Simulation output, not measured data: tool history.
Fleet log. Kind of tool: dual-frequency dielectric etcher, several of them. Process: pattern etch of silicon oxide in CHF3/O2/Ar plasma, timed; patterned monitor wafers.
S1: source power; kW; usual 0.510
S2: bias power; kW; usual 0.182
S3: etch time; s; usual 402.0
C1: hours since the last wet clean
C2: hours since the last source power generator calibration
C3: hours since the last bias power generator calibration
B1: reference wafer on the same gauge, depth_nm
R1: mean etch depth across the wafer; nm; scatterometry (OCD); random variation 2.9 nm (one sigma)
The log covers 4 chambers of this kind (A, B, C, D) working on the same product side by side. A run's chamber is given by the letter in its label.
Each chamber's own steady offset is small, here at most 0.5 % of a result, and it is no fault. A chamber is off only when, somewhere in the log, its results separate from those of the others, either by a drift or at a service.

{"run": "1A", "hour": 6.4, "S1": 0.51, "S2": 0.182, "S3": 402.0, "C1": 346.7, "C2": 1459.7, "C3": 2327.8, "B1": 721.39, "R1": 747.94}
{"run": "2C", "hour": 10.2, "S1": 0.51, "S2": 0.182, "S3": 402.0, "C1": 237.9, "C2": 2693.7, "C3": 1428.7, "B1": 721.22, "R1": 751.83}
{"run": "3B", "hour": 15.6, "S1": 0.51, "S2": 0.182, "S3": 402.0, "C1": 415.5, "C2": 3687.4, "C3": 712.4, "B1": 720.85, "R1": 751.1}
{"run": "4D", "hour": 21.6, "S1": 0.51, "S2": 0.182, "S3": 402.0, "C1": 401.4, "C2": 1355.5, "C3": 1161.7, "B1": 720.63, "R1": 756.07}
{"run": "5C", "hour": 28.8, "S1": 0.51, "S2": 0.182, "S3": 402.0, "C1": 256.5, "C2": 2712.3, "C3": 1447.3, "B1": 720.63, "R1": 745.2}
{"run": "6D", "hour": 32.0, "S1": 0.51, "S2": 0.182, "S3": 402.0, "C1": 411.8, "C2": 1365.9, "C3": 1172.1, "B1": 720.75, "R1": 756.74}
{"run": "7A", "hour": 38.0, "S1": 0.51, "S2": 0.182, "S3": 402.0, "C1": 378.3, "C2": 1491.3, "C3": 2359.4, "B1": 720.73, "R1": 754.88}
{"run": "8B", "hour": 42.6, "S1": 0.51, "S2": 0.182, "S3": 402.0, "C1": 442.5, "C2": 3714.4, "C3": 739.4, "B1": 721.08, "R1": 756.39}
{"hour": 46.7, "done": "chamber A: bias power generator calibrated"}
{"run": "9D", "hour": 49.7, "S1": 0.51, "S2": 0.182, "S3": 402.0, "C1": 429.5, "C2": 1383.6, "C3": 1189.8, "B1": 720.28, "R1": 756.61}
{"run": "10C", "hour": 54.9, "S1": 0.51, "S2": 0.182, "S3": 402.0, "C1": 282.6, "C2": 2738.4, "C3": 1473.4, "B1": 721.0, "R1": 751.72}
{"run": "11A", "hour": 59.1, "S1": 0.51, "S2": 0.182, "S3": 402.0, "C1": 399.4, "C2": 1512.4, "C3": 12.4, "B1": 720.75, "R1": 757.84}
{"run": "12B", "hour": 63.3, "S1": 0.51, "S2": 0.182, "S3": 402.0, "C1": 463.2, "C2": 3735.1, "C3": 760.1, "B1": 721.1, "R1": 763.18}
{"run": "13D", "hour": 69.6, "S1": 0.4, "S2": 0.182, "S3": 402.0, "C1": 449.4, "C2": 1403.5, "C3": 1209.7, "B1": 720.72, "R1": 687.66}
{"run": "14C", "hour": 73.8, "S1": 0.4, "S2": 0.182, "S3": 402.0, "C1": 301.5, "C2": 2757.3, "C3": 1492.3, "B1": 721.5, "R1": 681.18}
{"run": "15A", "hour": 80.5, "S1": 0.4, "S2": 0.182, "S3": 402.0, "C1": 420.8, "C2": 1533.8, "C3": 33.8, "B1": 720.91, "R1": 691.08}
{"run": "16B", "hour": 84.0, "S1": 0.4, "S2": 0.182, "S3": 402.0, "C1": 483.9, "C2": 3755.8, "C3": 780.8, "B1": 721.06, "R1": 702.41}
{"run": "17A", "hour": 89.5, "S1": 0.51, "S2": 0.182, "S3": 402.0, "C1": 429.8, "C2": 1542.8, "C3": 42.8, "B1": 721.39, "R1": 757.27}
{"run": "18D", "hour": 93.6, "S1": 0.51, "S2": 0.182, "S3": 402.0, "C1": 473.4, "C2": 1427.5, "C3": 1233.7, "B1": 721.08, "R1": 754.9}
{"run": "19B", "hour": 97.0, "S1": 0.51, "S2": 0.182, "S3": 402.0, "C1": 496.9, "C2": 3768.8, "C3": 793.8, "B1": 721.23, "R1": 770.75}
{"run": "20C", "hour": 100.2, "S1": 0.51, "S2": 0.182, "S3": 402.0, "C1": 327.9, "C2": 2783.7, "C3": 1518.7, "B1": 720.63, "R1": 743.43}
{"run": "21C", "hour": 103.4, "S1": 0.51, "S2": 0.182, "S3": 402.0, "C1": 331.1, "C2": 2786.9, "C3": 1521.9, "B1": 721.3, "R1": 742.85}
{"run": "22A", "hour": 110.2, "S1": 0.51, "S2": 0.182, "S3": 402.0, "C1": 450.5, "C2": 1563.5, "C3": 63.5, "B1": 721.7, "R1": 753.63}
{"run": "23B", "hour": 116.3, "S1": 0.46, "S2": 0.182, "S3": 480.5, "C1": 516.2, "C2": 3788.1, "C3": 813.1, "B1": 720.92, "R1": 886.15}
{"run": "24D", "hour": 120.0, "S1": 0.46, "S2": 0.182, "S3": 480.5, "C1": 499.8, "C2": 1453.9, "C3": 1260.1, "B1": 720.76, "R1": 873.67}
{"run": "25C", "hour": 125.2, "S1": 0.46, "S2": 0.182, "S3": 480.5, "C1": 352.9, "C2": 2808.7, "C3": 1543.7, "B1": 720.78, "R1": 858.58}
{"run": "26D", "hour": 128.9, "S1": 0.46, "S2": 0.182, "S3": 480.5, "C1": 508.7, "C2": 1462.8, "C3": 1269.0, "B1": 720.94, "R1": 863.49}
{"run": "27B", "hour": 135.8, "S1": 0.39, "S2": 0.182, "S3": 349.0, "C1": 535.7, "C2": 3807.6, "C3": 832.6, "B1": 720.74, "R1": 610.37}
{"run": "28A", "hour": 140.7, "S1": 0.39, "S2": 0.182, "S3": 349.0, "C1": 481.0, "C2": 1594.0, "C3": 94.0, "B1": 720.64, "R1": 590.77}
{"run": "29C", "hour": 145.6, "S1": 0.39, "S2": 0.182, "S3": 349.0, "C1": 373.3, "C2": 2829.1, "C3": 1564.1, "B1": 720.98, "R1": 585.01}
{"run": "30B", "hour": 150.4, "S1": 0.39, "S2": 0.182, "S3": 349.0, "C1": 550.3, "C2": 3822.2, "C3": 847.2, "B1": 721.04, "R1": 610.19}
{"run": "31A", "hour": 157.1, "S1": 0.51, "S2": 0.182, "S3": 402.0, "C1": 497.4, "C2": 1610.4, "C3": 110.4, "B1": 720.31, "R1": 756.58}
{"run": "32D", "hour": 160.4, "S1": 0.51, "S2": 0.167, "S3": 458.5, "C1": 540.2, "C2": 1494.3, "C3": 1300.5, "B1": 721.3, "R1": 834.63}
{"run": "33D", "hour": 165.9, "S1": 0.51, "S2": 0.167, "S3": 458.5, "C1": 545.7, "C2": 1499.8, "C3": 1306.0, "B1": 721.1, "R1": 833.43}
{"run": "34A", "hour": 171.3, "S1": 0.51, "S2": 0.167, "S3": 458.5, "C1": 511.6, "C2": 1624.6, "C3": 124.6, "B1": 720.99, "R1": 830.67}
{"run": "35B", "hour": 174.7, "S1": 0.51, "S2": 0.167, "S3": 458.5, "C1": 574.6, "C2": 3846.5, "C3": 871.5, "B1": 721.33, "R1": 870.71}
{"run": "36C", "hour": 179.6, "S1": 0.51, "S2": 0.182, "S3": 402.0, "C1": 407.3, "C2": 2863.1, "C3": 1598.1, "B1": 720.89, "R1": 750.6}
{"run": "37D", "hour": 185.0, "S1": 0.51, "S2": 0.182, "S3": 402.0, "C1": 564.8, "C2": 1518.9, "C3": 1325.1, "B1": 720.94, "R1": 756.97}

The same settings go to every chamber for the next run, one line per chamber below. Forecast the results for each:
{"run": "38A", "hour": 190.2, "S1": 0.51, "S2": 0.162, "S3": 402.0, "R1": "?"}
{"run": "38B", "hour": 190.2, "S1": 0.51, "S2": 0.162, "S3": 402.0, "R1": "?"}
{"run": "38C", "hour": 190.2, "S1": 0.51, "S2": 0.162, "S3": 402.0, "R1": "?"}
{"run": "38D", "hour": 190.2, "S1": 0.51, "S2": 0.162, "S3": 402.0, "R1": "?"}

run=38A R1=726.40
run=38B R1=760.06
run=38C R1=719.14
run=38D R1=727.78

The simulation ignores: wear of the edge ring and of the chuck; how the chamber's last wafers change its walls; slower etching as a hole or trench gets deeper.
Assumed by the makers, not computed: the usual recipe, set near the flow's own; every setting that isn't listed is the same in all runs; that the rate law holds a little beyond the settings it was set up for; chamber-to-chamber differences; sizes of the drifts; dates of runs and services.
